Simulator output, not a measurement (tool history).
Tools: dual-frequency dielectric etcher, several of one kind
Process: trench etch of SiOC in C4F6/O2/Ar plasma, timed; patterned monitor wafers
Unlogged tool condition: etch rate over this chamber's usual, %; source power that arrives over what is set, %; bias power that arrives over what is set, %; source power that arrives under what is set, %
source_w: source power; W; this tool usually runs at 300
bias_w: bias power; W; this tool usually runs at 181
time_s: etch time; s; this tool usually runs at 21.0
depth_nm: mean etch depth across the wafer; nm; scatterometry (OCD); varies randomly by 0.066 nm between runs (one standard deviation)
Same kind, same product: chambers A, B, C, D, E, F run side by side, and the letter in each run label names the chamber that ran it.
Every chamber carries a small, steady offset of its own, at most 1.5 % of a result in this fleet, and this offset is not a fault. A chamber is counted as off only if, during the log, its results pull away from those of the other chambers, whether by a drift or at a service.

run,hour,source_w,bias_w,time_s,hours since the last wet clean,hours since the last source power generator calibration,hours since the last bias power generator calibration,"read-back reference wafer on the same gauge, depth_nm",depth_nm
1F,3.3,300,181,21.0,268.8,3153.4,808.3,40.400,39.298
2A,9.2,300,181,21.0,65.3,3338.6,2354.9,40.403,39.637
3C,14.2,300,181,21.0,184.3,4575.9,1494.5,40.421,39.196
4D,19.5,300,181,21.0,143.1,935.9,2640.8,40.415,39.011
5E,23.6,300,181,21.0,130.2,1579.2,1820.9,40.427,39.314
6B,27.2,300,181,21.0,295.2,2164.0,749.0,40.436,39.222
7C,32.0,300,181,21.0,202.1,4593.7,1512.3,40.432,39.196
# hour 32.5: chamber D: bias power generator calibrated
8E,38.2,300,181,21.0,144.8,1593.8,1835.5,40.462,39.355
9D,42.2,300,181,21.0,165.8,958.6,9.7,40.453,38.980
10B,48.2,370,181,26.5,316.2,2185.0,770.0,40.459,53.739
11F,53.0,370,181,26.5,318.5,3203.1,858.0,40.456,53.791
12A,59.4,370,181,26.5,115.5,3388.8,2405.1,40.465,54.371
13B,65.3,370,181,26.5,333.3,2202.1,787.1,40.473,53.750
# hour 65.4: chamber C: bias power generator calibrated
14C,70.0,370,181,26.5,240.1,4631.7,4.6,40.493,53.707
15F,75.6,370,181,26.5,341.1,3225.7,880.6,40.490,53.813
16D,82.1,300,181,21.0,205.7,998.5,49.6,40.514,38.968
17E,88.4,300,181,21.0,195.0,1644.0,1885.7,40.512,39.318
18A,91.7,300,181,21.0,147.8,3421.1,2437.4,40.522,39.688
19C,97.8,300,181,21.0,267.9,4659.5,32.4,40.509,39.305
20F,102.8,300,181,18.0,368.3,3252.9,907.8,40.511,33.710
21D,107.4,300,181,18.0,231.0,1023.8,74.9,40.539,33.561
22E,112.8,300,181,18.0,219.4,1668.4,1910.1,40.544,33.764
23B,118.9,300,181,18.0,386.9,2255.7,840.7,40.542,33.673
24A,124.8,300,181,18.0,180.9,3454.2,2470.5,40.557,34.108
25C,129.2,300,181,18.0,299.3,4690.9,63.8,40.568,33.600
26A,133.8,250,181,25.5,189.9,3463.2,2479.5,40.557,45.025
27D,139.6,250,181,25.5,263.2,1056.0,107.1,40.573,44.186
28F,143.2,250,181,25.5,408.7,3293.3,948.2,40.563,44.467
29E,146.7,250,181,25.5,253.3,1702.3,1944.0,40.574,44.609
30B,153.7,250,181,25.5,421.7,2290.5,875.5,40.585,44.650
31E,157.2,250,181,25.5,263.8,1712.8,1954.5,40.596,44.639
32B,161.7,300,181,21.0,429.7,2298.5,883.5,40.593,39.288
33A,168.4,300,181,21.0,224.5,3497.8,2514.1,40.617,39.796
# hour 168.9: chamber B: wet clean of the chamber
34D,172.9,300,181,21.0,296.5,1089.3,140.4,40.605,39.199
35F,177.7,300,181,21.0,443.2,3327.8,982.7,40.615,39.444
36C,184.4,300,181,21.0,354.5,4746.1,119.0,40.629,39.369
# hour 184.9: chamber C: source power generator calibrated
37A,190.2,300,210,21.0,246.3,3519.6,2535.9,40.634,41.769
38E,194.6,300,210,21.0,301.2,1750.2,1991.9,40.644,41.675
39D,198.2,300,210,21.0,321.8,1114.6,165.7,40.651,41.160
40C,204.0,300,210,21.0,374.1,19.1,138.6,40.653,41.441
41F,210.1,300,210,21.0,475.6,3360.2,1015.1,40.645,41.469
42B,216.0,300,210,21.0,47.2,2352.8,937.8,40.673,41.442
43D,221.1,300,181,21.0,344.7,1137.5,188.6,40.681,39.219

Each of the 6 chambers runs these same settings next. Fill in every chamber's results:
44A,226.1,300,181,21.0,,,,,?
44B,226.1,300,181,21.0,,,,,?
44C,226.1,300,181,21.0,,,,,?
44D,226.1,300,181,21.0,,,,,?
44E,226.1,300,181,21.0,,,,,?
44F,226.1,300,181,21.0,,,,,?

run,depth_nm
44A,39.944
44B,39.480
44C,39.388
44D,39.233
44E,39.469
44F,39.325

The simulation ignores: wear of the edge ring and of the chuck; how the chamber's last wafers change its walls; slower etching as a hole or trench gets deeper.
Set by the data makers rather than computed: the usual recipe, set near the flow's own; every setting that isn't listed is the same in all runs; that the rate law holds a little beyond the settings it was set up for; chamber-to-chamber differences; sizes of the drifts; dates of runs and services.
